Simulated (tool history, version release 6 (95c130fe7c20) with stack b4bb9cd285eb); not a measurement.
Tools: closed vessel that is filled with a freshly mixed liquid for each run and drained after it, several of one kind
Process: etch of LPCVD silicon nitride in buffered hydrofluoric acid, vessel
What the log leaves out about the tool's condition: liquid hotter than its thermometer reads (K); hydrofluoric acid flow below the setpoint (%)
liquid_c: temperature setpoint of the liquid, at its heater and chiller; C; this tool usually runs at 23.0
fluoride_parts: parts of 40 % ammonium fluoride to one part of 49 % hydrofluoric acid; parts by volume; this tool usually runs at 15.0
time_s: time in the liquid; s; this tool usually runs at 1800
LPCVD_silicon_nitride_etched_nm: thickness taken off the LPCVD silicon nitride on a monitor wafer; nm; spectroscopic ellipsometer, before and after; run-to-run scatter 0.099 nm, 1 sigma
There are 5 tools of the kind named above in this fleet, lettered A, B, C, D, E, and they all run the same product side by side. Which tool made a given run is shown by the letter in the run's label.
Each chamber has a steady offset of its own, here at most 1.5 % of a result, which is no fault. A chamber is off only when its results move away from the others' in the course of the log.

run,day,liquid_c,fluoride_parts,time_s,hours since the thermometer was replaced,hours since the hydrofluoric acid flow meter was replaced,"read-back film thickness of the LPCVD silicon nitride reference wafer, read on the same gauge (nm)",LPCVD_silicon_nitride_etched_nm
1E,0.208,23.0,15.0,1800,1622.7,1061.9,110.01,15.2070
2A,0.429,23.0,15.0,1800,1249.2,564.7,109.98,15.2570
3C,0.592,23.0,15.0,1800,1394.3,720.7,109.99,14.9780
4D,0.771,23.0,15.0,1800,470.6,798.3,109.96,15.1900
5B,1.004,23.0,15.0,1800,228.9,1532.8,110.03,15.2690
6E,1.238,23.0,15.0,1800,1647.4,1086.6,109.97,15.4980
7C,1.433,23.0,15.0,1800,1414.5,740.9,110.00,15.0130
8D,1.625,23.0,20.0,885,491.1,818.8,109.99,5.6817
9A,1.750,23.0,20.0,885,1280.9,596.4,110.00,5.6511
10B,1.979,23.0,20.0,885,252.3,1556.2,110.02,5.6802
11E,2.142,23.0,20.0,885,1669.1,1108.3,110.00,5.6644
12A,2.308,23.0,20.0,885,1294.3,609.8,109.99,5.5863
13D,2.525,23.0,15.0,1800,512.7,840.4,110.01,15.3170
14C,2.742,23.0,15.0,1800,1445.9,772.3,110.02,14.9100
15B,2.958,23.0,15.0,1800,275.8,1579.7,109.99,15.0210
16B,3.196,23.0,15.0,1800,281.5,1585.4,110.00,15.2840
17C,3.317,23.0,15.0,1800,1459.7,786.1,109.99,15.0890
18D,3.512,23.0,15.0,1800,536.4,864.1,110.02,15.3630
19E,3.708,23.0,15.0,1800,1706.7,1145.9,110.03,15.3980
20A,3.871,23.0,15.0,2395,1331.8,647.3,110.04,20.2910
21C,4.042,23.0,15.0,2395,1477.1,803.5,110.01,20.1310
22A,4.242,23.0,15.0,2395,1340.7,656.2,109.99,20.1200
23D,4.483,23.0,15.0,2395,559.7,887.4,110.03,21.0450
24B,4.650,23.0,15.0,2395,316.4,1620.3,110.00,20.0870
25E,4.900,23.0,15.0,1800,1735.3,1174.5,109.99,15.1620
26B,5.167,23.0,15.0,1800,328.8,1632.7,109.99,15.3090
27D,5.412,23.0,15.0,1800,582.0,909.7,110.00,15.8970
28E,5.650,18.5,17.5,1800,1753.3,1192.5,110.06,10.2480
29C,5.829,18.5,17.5,1800,1520.0,846.4,110.00,10.1180
30A,6.004,18.5,17.5,1800,1383.0,698.5,110.03,10.0950
31A,6.162,18.5,17.5,1800,1386.8,702.3,109.96,10.1270
32E,6.325,18.5,17.5,1800,1769.5,1208.7,109.95,10.2960
33C,6.521,23.0,15.0,1800,1536.6,863.0,110.01,15.1800
34B,6.683,25.0,9.5,1800,365.2,1669.1,110.03,25.8000
35D,6.808,25.0,9.5,1800,615.5,943.2,109.99,27.6660
36C,6.971,25.0,9.5,1800,1547.4,873.8,110.03,25.8150
37D,7.183,25.0,9.5,1800,624.5,952.2,109.98,27.7230
38A,7.312,25.0,9.5,1800,1414.4,729.9,109.95,26.1520
39B,7.492,21.5,15.0,2165,384.6,1688.5,110.03,16.7430
40E,7.621,21.5,15.0,2165,1800.6,1239.8,109.96,16.9450
41A,7.804,21.5,15.0,2165,1426.2,741.7,109.99,16.9880
42E,7.946,21.5,15.0,2165,1808.4,1247.6,110.03,17.0340
43C,8.188,21.5,15.0,2165,1576.6,903.0,109.98,16.7440

Is one chamber out of step, is the gauge drifting, or do the chambers differ by no more than their own small offsets? For an off chamber, give its letter and the likeliest cause.

Chamber D drifts away from the others.
Cause: liquid hotter than its thermometer reads (K) = 1.35.
The log may not separate it from: hydrofluoric acid flow above the setpoint (%).

Below are 4 candidate recipes for chamber D's next run, each the usual settings with a change, their results shown as question marks. Which of them brings D's results back in line with what the other chambers give on the usual settings?
In-line tolerance around the mean of the other chambers on the usual settings: LPCVD_silicon_nitride_etched_nm 0.3500 nm
44D-1,8.379,23.0,15.5,1710,,,,?
44D-2,8.379,23.0,15.0,1850,,,,?
44D-3,8.379,24.5,15.0,1800,,,,?
44D-4,8.379,23.0,15.0,1750,,,,?

What the other chambers average on the usual settings: LPCVD_silicon_nitride_etched_nm 15.1710 nm
run,LPCVD_silicon_nitride_etched_nm
44D-1,15.1180
44D-2,16.8990
44D-3,17.8460
44D-4,15.9860
44D-1 brings the chamber back in line.

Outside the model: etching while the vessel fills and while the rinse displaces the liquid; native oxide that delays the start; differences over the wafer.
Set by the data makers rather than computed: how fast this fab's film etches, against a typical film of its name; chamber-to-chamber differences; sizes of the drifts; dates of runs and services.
